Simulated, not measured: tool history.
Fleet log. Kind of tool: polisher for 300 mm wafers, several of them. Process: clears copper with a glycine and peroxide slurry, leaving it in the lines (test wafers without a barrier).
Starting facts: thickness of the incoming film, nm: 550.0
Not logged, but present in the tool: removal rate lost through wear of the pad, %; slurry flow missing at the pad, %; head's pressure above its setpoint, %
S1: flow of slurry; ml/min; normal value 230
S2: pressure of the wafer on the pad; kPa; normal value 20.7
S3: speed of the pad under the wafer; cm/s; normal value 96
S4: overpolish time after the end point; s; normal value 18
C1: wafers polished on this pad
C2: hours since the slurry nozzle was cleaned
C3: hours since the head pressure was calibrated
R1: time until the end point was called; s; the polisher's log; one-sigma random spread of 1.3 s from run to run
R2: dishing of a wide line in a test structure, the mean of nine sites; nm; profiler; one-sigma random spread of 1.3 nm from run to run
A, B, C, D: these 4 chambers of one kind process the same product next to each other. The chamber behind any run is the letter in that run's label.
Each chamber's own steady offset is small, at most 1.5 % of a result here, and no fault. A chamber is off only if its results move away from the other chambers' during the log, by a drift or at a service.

run   hour   S1    S2   S3  S4    C1     C2      C3      R1      R2
 1A    8.6  230  20.7   96  18   660  211.4   132.3  96.168  66.326
 2D   16.4  230  20.7   96  18   781   54.6  1340.9  100.47  62.492
 3C   23.2  230  20.7   96  18   310  373.5   171.6  99.326  67.021
 4B   32.2  230  20.7   96  18  1149  517.6   439.9  99.533  65.737
 5C   38.6  230  20.7   96  18   407  388.9     187   98.11   66.32
 6B   46.4  230  20.7   96  18  1239  531.8   454.1  96.766   66.23
 7D   53.1  230  20.7   96  18  1012   91.3  1377.6  101.13  62.622
 8A   57.5  230  20.7   96  18   967  260.3   181.2  98.363  66.522
      58.8  -- chamber D: worn pad replaced by a new one
      62.2  -- chamber C: worn pad replaced by a new one
 9B   66.8  230  20.7   96  18  1367  552.2   474.5  97.219   64.88
      69.3  -- chamber A: worn pad replaced by a new one
10C   76.3  230  20.7   96  18    89  426.6   224.7  96.916  65.704
11D   83.8  230  20.7   96  18   157    122  1408.3  102.46  64.087
12A   89.9  230  20.7   96  18   129  292.7   213.6  99.601  66.977
      96.4  -- chamber D: head pressure recalibrated
13D   99.1  230  20.7   96  18   253  137.3     2.8  99.808  64.634
     102.9  -- chamber B: worn pad replaced by a new one
14A  103.6  230  20.7   96  18   215  306.4   227.3  100.63  65.693
15C  109.6  230  20.7   96  18   298  459.9     258   98.08  66.897
16B  118.5  230  20.7   96  18    98  603.9   526.2  97.649  64.232
17C  126.9  230  20.7   96  18   406  477.2   275.3  94.983  66.384
18D    134  230  24.8  114  18   473  172.2    37.7  73.208  82.788
19A    139  230  24.8  114  18   438  341.8   262.7  74.451  84.335
     144.1  -- chamber C: worn pad replaced by a new one
20B  146.8  230  24.8  114  18   276  632.2   554.5  73.724  84.934
21D    153  230  24.8  114  18   592  191.2    56.7  73.495  83.537
22B  160.8  230  20.7   96  18   364  646.2   568.5  95.849   66.11
23C  168.4  230  20.7   96  18   152  518.7   316.8  96.963  66.809
24A  177.4  230  20.7   96  18   679  380.2   301.1  99.389  67.751
25A  184.7  230  20.7   96  18   725  387.5   308.4  99.598  66.718
26C    192  230  20.7   96  18   301  542.3   340.4  100.77  66.605
27B  200.8  230  20.7   96  18   615  686.2   608.5  99.198  66.732
28D  208.1  230  20.7   96  18   938  246.3   111.8  98.081  65.706
     213.5  -- chamber D: worn pad replaced by a new one
29A  217.5  230  20.7   96  18   931  420.3   341.2  100.15  67.587
30D  226.6  230  20.7   96  18    82  264.8   130.3  100.75  66.616

Does one chamber stand apart from the rest, does the shared gauge drift, or is all well apart from small per-chamber offsets? Give the chamber and the most likely cause, where there is one.

Nothing is wrong: each chamber keeps only its own small, steady offset and the gauge holds still.

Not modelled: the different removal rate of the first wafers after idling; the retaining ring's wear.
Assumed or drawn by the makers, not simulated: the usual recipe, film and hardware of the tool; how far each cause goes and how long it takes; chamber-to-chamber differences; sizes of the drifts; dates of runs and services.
